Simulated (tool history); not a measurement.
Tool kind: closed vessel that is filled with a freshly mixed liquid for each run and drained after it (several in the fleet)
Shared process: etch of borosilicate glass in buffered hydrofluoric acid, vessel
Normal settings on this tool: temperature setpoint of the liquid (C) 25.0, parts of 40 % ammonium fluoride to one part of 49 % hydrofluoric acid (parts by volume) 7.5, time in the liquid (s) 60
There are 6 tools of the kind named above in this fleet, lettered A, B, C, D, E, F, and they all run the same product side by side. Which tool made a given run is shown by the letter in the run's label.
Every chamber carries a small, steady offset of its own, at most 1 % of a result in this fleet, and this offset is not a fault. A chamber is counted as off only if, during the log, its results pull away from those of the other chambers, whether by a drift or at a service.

| run | day | temperature setpoint of the liquid (C) | parts of 40 % ammonium fluoride to one part of 49 % hydrofluoric acid (parts by volume) | time in the liquid (s) | hours since the thermometer was replaced | hours since the hydrofluoric acid flow meter was replaced | read-back film thickness of the borosilicate glass reference wafer, read on the same gauge (nm) | thickness taken off the borosilicate glass on a monitor wafer (nm) |
|---|---|---|---|---|---|---|---|---|
| 1D | 0.400 | 25.0 | 7.5 | 60 | 26.3 | 591.1 | 70.011 | 102.740 |
| 2C | 0.746 | 25.0 | 7.5 | 60 | 2544.5 | 946.6 | 69.989 | 101.710 |
| 3E | 1.038 | 25.0 | 7.5 | 60 | 703.4 | 665.2 | 70.027 | 102.770 |
| 4A | 1.392 | 25.0 | 7.5 | 60 | 93.8 | 217.2 | 70.033 | 102.590 |
| 5F | 1.646 | 25.0 | 7.5 | 60 | 1230.8 | 182.7 | 70.009 | 103.600 |
| 6B | 1.946 | 25.0 | 7.5 | 60 | 1410.4 | 978.0 | 70.048 | 102.530 |
| 7F | 2.425 | 25.0 | 7.5 | 60 | 1249.5 | 201.4 | 69.998 | 104.050 |
| 8A | 2.929 | 25.0 | 7.5 | 60 | 130.7 | 254.1 | 70.001 | 102.820 |
| 9D | 3.433 | 25.0 | 7.5 | 60 | 99.1 | 663.9 | 70.050 | 103.970 |
| 10B | 3.754 | 25.0 | 7.5 | 60 | 1453.8 | 1021.4 | 69.987 | 102.300 |
| 11C | 4.058 | 25.0 | 7.5 | 60 | 2624.0 | 1026.1 | 70.038 | 103.180 |
| 12E | 4.292 | 23.0 | 7.5 | 60 | 781.5 | 743.3 | 70.020 | 91.897 |
| 13F | 4.567 | 23.0 | 7.5 | 60 | 1300.9 | 252.8 | 69.985 | 92.806 |
| 14B | 4.850 | 23.0 | 7.5 | 60 | 1480.1 | 1047.7 | 69.999 | 93.500 |
| 15D | 5.371 | 23.0 | 7.5 | 60 | 145.6 | 710.4 | 69.977 | 92.434 |
| 16A | 5.888 | 23.0 | 7.5 | 60 | 201.7 | 325.1 | 70.020 | 90.984 |
| 17E | 6.221 | 23.0 | 7.5 | 60 | 827.8 | 789.6 | 70.034 | 93.329 |
| 18C | 6.608 | 25.0 | 7.5 | 60 | 2685.2 | 1087.3 | 70.023 | 102.410 |
|  | 6.917 | chamber C: thermometer replaced |
| 19F | 6.988 | 25.0 | 7.5 | 60 | 1359.0 | 310.9 | 70.010 | 103.520 |
| 20D | 7.354 | 25.0 | 7.5 | 60 | 193.2 | 758.0 | 70.018 | 103.280 |
| 21B | 7.738 | 25.0 | 7.5 | 60 | 1549.4 | 1117.0 | 69.997 | 104.370 |
| 22E | 8.225 | 25.0 | 7.5 | 60 | 875.9 | 837.7 | 69.968 | 102.330 |
| 23C | 8.625 | 25.0 | 7.5 | 60 | 41.0 | 1135.7 | 69.994 | 102.490 |
| 24A | 8.883 | 25.0 | 7.5 | 60 | 273.6 | 397.0 | 70.007 | 102.350 |
| 25D | 9.121 | 25.0 | 7.5 | 60 | 235.6 | 800.4 | 70.018 | 103.720 |
| 26A | 9.521 | 25.0 | 7.5 | 60 | 288.9 | 412.3 | 69.991 | 101.080 |
| 27C | 10.046 | 25.0 | 5.5 | 60 | 75.1 | 1169.8 | 70.029 | 137.240 |
| 28E | 10.467 | 25.0 | 5.5 | 60 | 929.7 | 891.5 | 70.006 | 135.600 |
| 29F | 10.921 | 25.0 | 5.5 | 60 | 1453.4 | 405.3 | 70.020 | 138.100 |
| 30B | 11.262 | 25.0 | 5.5 | 60 | 1634.0 | 1201.6 | 70.015 | 143.440 |
| 31F | 11.642 | 25.0 | 5.5 | 60 | 1470.7 | 422.6 | 69.978 | 137.570 |
| 32A | 12.033 | 25.0 | 5.5 | 60 | 349.2 | 472.6 | 69.992 | 135.880 |
| 33B | 12.504 | 25.0 | 7.5 | 60 | 1663.8 | 1231.4 | 69.993 | 109.830 |
| 34D | 12.946 | 25.0 | 7.5 | 60 | 327.4 | 892.2 | 69.998 | 102.910 |
| 35C | 13.446 | 25.0 | 7.5 | 60 | 156.7 | 1251.4 | 69.988 | 103.230 |
| 36E | 13.804 | 25.0 | 8.5 | 85 | 1009.8 | 971.6 | 69.972 | 128.720 |

Each of the 6 chambers runs these same settings next. Fill in every chamber's results:
| 37A | 14.183 | 27.5 | 7.5 | 60 |  |  |  | ? |
| 37B | 14.183 | 27.5 | 7.5 | 60 |  |  |  | ? |
| 37C | 14.183 | 27.5 | 7.5 | 60 |  |  |  | ? |
| 37D | 14.183 | 27.5 | 7.5 | 60 |  |  |  | ? |
| 37E | 14.183 | 27.5 | 7.5 | 60 |  |  |  | ? |
| 37F | 14.183 | 27.5 | 7.5 | 60 |  |  |  | ? |

| run | thickness taken off the borosilicate glass on a monitor wafer (nm) |
|---|---|
| 37A | 115.270 |
| 37B | 125.540 |
| 37C | 117.050 |
| 37D | 118.640 |
| 37E | 116.210 |
| 37F | 118.720 |
